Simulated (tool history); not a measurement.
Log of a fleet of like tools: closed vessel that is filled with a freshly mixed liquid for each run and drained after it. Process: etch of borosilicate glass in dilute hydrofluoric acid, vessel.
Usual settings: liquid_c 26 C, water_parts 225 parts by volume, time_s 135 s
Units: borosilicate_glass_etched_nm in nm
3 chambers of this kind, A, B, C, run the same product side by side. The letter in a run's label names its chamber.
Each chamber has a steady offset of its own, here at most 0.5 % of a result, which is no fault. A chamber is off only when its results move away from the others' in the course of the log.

| run | hour | liquid_c | water_parts | time_s | read-back film thickness of the borosilicate glass reference wafer, read on the same gauge (nm) | borosilicate_glass_etched_nm |
|---|---|---|---|---|---|---|
| 1B | 8.8 | 26 | 225 | 135 | 69.993 | 27.73 |
| 2A | 13.4 | 26 | 225 | 135 | 69.951 | 27.91 |
| 3C | 22.7 | 26 | 225 | 135 | 70.012 | 27.838 |
| 4C | 30.5 | 26 | 225 | 135 | 69.98 | 27.807 |
| 5B | 34.7 | 22 | 280 | 135 | 70.033 | 18.376 |
| 6A | 39.6 | 22 | 280 | 135 | 70.002 | 18.304 |
| 7B | 43.9 | 22 | 280 | 135 | 70.041 | 18.356 |
| 8A | 49 | 26 | 225 | 135 | 70 | 27.544 |
| 9C | 57.9 | 26 | 225 | 135 | 69.969 | 27.905 |
| 10B | 67.6 | 26 | 225 | 135 | 70.055 | 27.684 |
| 11C | 75.1 | 26 | 225 | 135 | 69.985 | 28.12 |
| 12A | 79.7 | 26 | 225 | 135 | 70.031 | 27.839 |
| 13C | 83.9 | 26 | 225 | 135 | 70.025 | 27.863 |
| 14A | 92 | 26 | 225 | 135 | 69.994 | 27.799 |
| 15B | 101.6 | 26 | 225 | 135 | 69.97 | 27.957 |
| 16C | 106.8 | 28.5 | 225 | 190 | 69.979 | 42.832 |
| 17A | 113 | 28.5 | 225 | 190 | 70.002 | 42.92 |
| 18B | 119.8 | 28.5 | 225 | 190 | 70.022 | 42.939 |
| 19C | 127.2 | 22.5 | 225 | 135 | 70.032 | 24.909 |
| 20A | 132 | 22.5 | 225 | 135 | 70.011 | 24.483 |
| 21B | 137.3 | 22.5 | 225 | 135 | 70.005 | 24.321 |
| 22B | 145.7 | 26 | 225 | 135 | 70.006 | 27.882 |
| 23C | 151.2 | 26 | 225 | 135 | 70.007 | 28.544 |
| 24A | 157.6 | 26 | 225 | 135 | 69.995 | 27.571 |
| 25A | 162.3 | 26 | 225 | 135 | 70.004 | 27.936 |
| 26B | 168.5 | 26 | 225 | 135 | 70.025 | 27.998 |
| 27C | 177.1 | 26 | 225 | 135 | 70.04 | 28.508 |
| 28C | 184.8 | 26 | 225 | 135 | 69.996 | 28.736 |
| 29B | 190.4 | 26 | 225 | 135 | 70.038 | 27.593 |
| 30A | 200.2 | 21 | 225 | 170 | 70.001 | 28.988 |
| 31C | 205.4 | 21 | 225 | 170 | 70.011 | 30.603 |
| 32B | 210.2 | 21 | 225 | 170 | 70.009 | 29.291 |
| 33A | 214.5 | 26 | 225 | 135 | 69.994 | 27.534 |
| 34A | 223.5 | 26 | 225 | 135 | 70.018 | 28.124 |
| 35C | 227.8 | 26 | 225 | 135 | 70.025 | 29.417 |
| 36B | 233.9 | 26 | 225 | 135 | 70.043 | 28.044 |
| 37C | 242.1 | 26 | 260 | 135 | 69.984 | 24.57 |
| 38A | 249.5 | 26 | 260 | 135 | 69.99 | 23.368 |
| 39B | 254.1 | 26 | 260 | 135 | 69.988 | 23.172 |
| 40A | 258.8 | 30.5 | 225 | 170 | 69.984 | 40.868 |
| 41C | 263.6 | 30.5 | 225 | 170 | 70.02 | 43.801 |
| 42B | 272 | 30.5 | 225 | 170 | 69.992 | 40.807 |

Next, every chamber runs the same settings. What will each give?
| 43A | 279 | 22.5 | 225 | 135 |  | ? |
| 43B | 279 | 22.5 | 225 | 135 |  | ? |
| 43C | 279 | 22.5 | 225 | 135 |  | ? |

| run | borosilicate_glass_etched_nm |
|---|---|
| 43A | 24.619 |
| 43B | 24.503 |
| 43C | 26.256 |
